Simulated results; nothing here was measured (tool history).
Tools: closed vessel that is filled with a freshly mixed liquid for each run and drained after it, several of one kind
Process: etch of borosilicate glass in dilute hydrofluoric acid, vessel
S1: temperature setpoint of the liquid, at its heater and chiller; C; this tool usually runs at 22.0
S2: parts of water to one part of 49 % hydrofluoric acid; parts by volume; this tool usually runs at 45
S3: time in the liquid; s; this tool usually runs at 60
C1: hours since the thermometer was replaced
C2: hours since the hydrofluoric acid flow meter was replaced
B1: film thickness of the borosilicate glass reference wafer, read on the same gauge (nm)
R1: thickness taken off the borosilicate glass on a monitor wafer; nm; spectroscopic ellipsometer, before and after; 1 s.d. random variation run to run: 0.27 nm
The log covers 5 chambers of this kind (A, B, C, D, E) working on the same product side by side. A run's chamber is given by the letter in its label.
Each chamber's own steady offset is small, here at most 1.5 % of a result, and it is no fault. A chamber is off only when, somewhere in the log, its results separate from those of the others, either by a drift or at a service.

run 1E day=0.158 | S1=22.0 S2=45 S3=60 | C1=1339.6 C2=491.4 | B1=49.998 | R1=37.057
run 2C day=0.279 | S1=22.0 S2=45 S3=60 | C1=144.3 C2=864.1 | B1=50.025 | R1=37.514
run 3D day=0.533 | S1=22.0 S2=45 S3=60 | C1=1764.0 C2=769.7 | B1=50.011 | R1=36.896
run 4B day=0.796 | S1=22.0 S2=45 S3=60 | C1=397.3 C2=2449.2 | B1=50.000 | R1=37.111
run 5A day=0.983 | S1=22.0 S2=30 S3=30 | C1=1595.6 C2=1395.7 | B1=49.990 | R1=28.540
run 6A day=1.221 | S1=22.0 S2=30 S3=30 | C1=1601.3 C2=1401.4 | B1=49.999 | R1=29.041
run 7E day=1.479 | S1=22.0 S2=30 S3=30 | C1=1371.3 C2=523.1 | B1=49.996 | R1=28.470
run 8B day=1.712 | S1=22.0 S2=30 S3=30 | C1=419.3 C2=2471.2 | B1=50.012 | R1=28.645
run 9C day=1.958 | S1=22.0 S2=30 S3=30 | C1=184.6 C2=904.4 | B1=50.029 | R1=28.565
run 10D day=2.200 | S1=22.0 S2=45 S3=60 | C1=1804.0 C2=809.7 | B1=50.005 | R1=37.077
run 11C day=2.333 | S1=22.0 S2=45 S3=60 | C1=193.6 C2=913.4 | B1=49.984 | R1=37.504
run 12E day=2.483 | S1=22.0 S2=45 S3=60 | C1=1395.4 C2=547.2 | B1=50.018 | R1=36.546
run 13B day=2.629 | S1=22.0 S2=45 S3=60 | C1=441.3 C2=2493.2 | B1=49.961 | R1=37.338
run 14D day=2.854 | S1=22.0 S2=45 S3=60 | C1=1819.7 C2=825.4 | B1=49.946 | R1=37.281
run 15A day=3.100 | S1=22.0 S2=45 S3=60 | C1=1646.4 C2=1446.5 | B1=50.028 | R1=37.199
run 16C day=3.308 | S1=22.0 S2=45 S3=60 | C1=217.0 C2=936.8 | B1=49.982 | R1=37.440
run 17E day=3.458 | S1=20.0 S2=30 S3=60 | C1=1418.8 C2=570.6 | B1=49.972 | R1=50.855
run 18D day=3.600 | S1=20.0 S2=30 S3=60 | C1=1837.6 C2=843.3 | B1=49.976 | R1=52.002
run 19A day=3.729 | S1=20.0 S2=30 S3=60 | C1=1661.5 C2=1461.6 | B1=49.993 | R1=53.080
run 20B day=3.854 | S1=20.0 S2=30 S3=60 | C1=470.7 C2=2522.6 | B1=50.017 | R1=52.195
run 21E day=4.033 | S1=20.0 S2=30 S3=60 | C1=1432.6 C2=584.4 | B1=49.964 | R1=50.361
run 22B day=4.233 | S1=22.0 S2=45 S3=60 | C1=479.8 C2=2531.7 | B1=50.009 | R1=37.588
run 23C day=4.479 | S1=22.0 S2=45 S3=60 | C1=245.1 C2=964.9 | B1=49.980 | R1=37.373
run 24A day=4.733 | S1=22.0 S2=45 S3=60 | C1=1685.6 C2=1485.7 | B1=49.987 | R1=37.498
run 25D day=4.962 | S1=22.0 S2=45 S3=60 | C1=1870.3 C2=876.0 | B1=49.994 | R1=37.333
-- day=5.012 chamber B: thermometer replaced
run 26C day=5.225 | S1=22.0 S2=45 S3=60 | C1=263.0 C2=982.8 | B1=49.991 | R1=37.496
run 27A day=5.383 | S1=22.0 S2=45 S3=60 | C1=1701.2 C2=1501.3 | B1=49.995 | R1=37.087
run 28D day=5.558 | S1=24.5 S2=55 S3=60 | C1=1884.6 C2=890.3 | B1=49.977 | R1=33.249
-- day=5.654 chamber A: hydrofluoric acid flow meter replaced
run 29B day=5.833 | S1=24.5 S2=55 S3=60 | C1=19.7 C2=2570.1 | B1=49.988 | R1=33.248
run 30E day=6.092 | S1=24.5 S2=55 S3=60 | C1=1482.0 C2=633.8 | B1=50.031 | R1=31.265
run 31B day=6.267 | S1=24.5 S2=55 S3=60 | C1=30.1 C2=2580.5 | B1=49.956 | R1=33.615
run 32E day=6.438 | S1=24.5 S2=55 S3=60 | C1=1490.3 C2=642.1 | B1=49.985 | R1=31.202
run 33D day=6.558 | S1=22.0 S2=45 S3=60 | C1=1908.6 C2=914.3 | B1=49.990 | R1=37.097
run 34A day=6.788 | S1=22.0 S2=45 S3=60 | C1=1734.9 C2=27.2 | B1=49.982 | R1=37.325
run 35C day=7.017 | S1=22.0 S2=45 S3=60 | C1=306.0 C2=1025.8 | B1=49.998 | R1=37.075
run 36D day=7.246 | S1=22.0 S2=45 S3=60 | C1=1925.1 C2=930.8 | B1=49.979 | R1=36.879

All 5 chambers run these settings next. Forecast each chamber's results:
run 37A day=7.446 | S1=22.0 S2=45 S3=60 | R1=?
run 37B day=7.446 | S1=22.0 S2=45 S3=60 | R1=?
run 37C day=7.446 | S1=22.0 S2=45 S3=60 | R1=?
run 37D day=7.446 | S1=22.0 S2=45 S3=60 | R1=?
run 37E day=7.446 | S1=22.0 S2=45 S3=60 | R1=?

run=37A R1=37.879
run=37B R1=36.958
run=37C R1=37.135
run=37D R1=37.159
run=37E R1=34.105
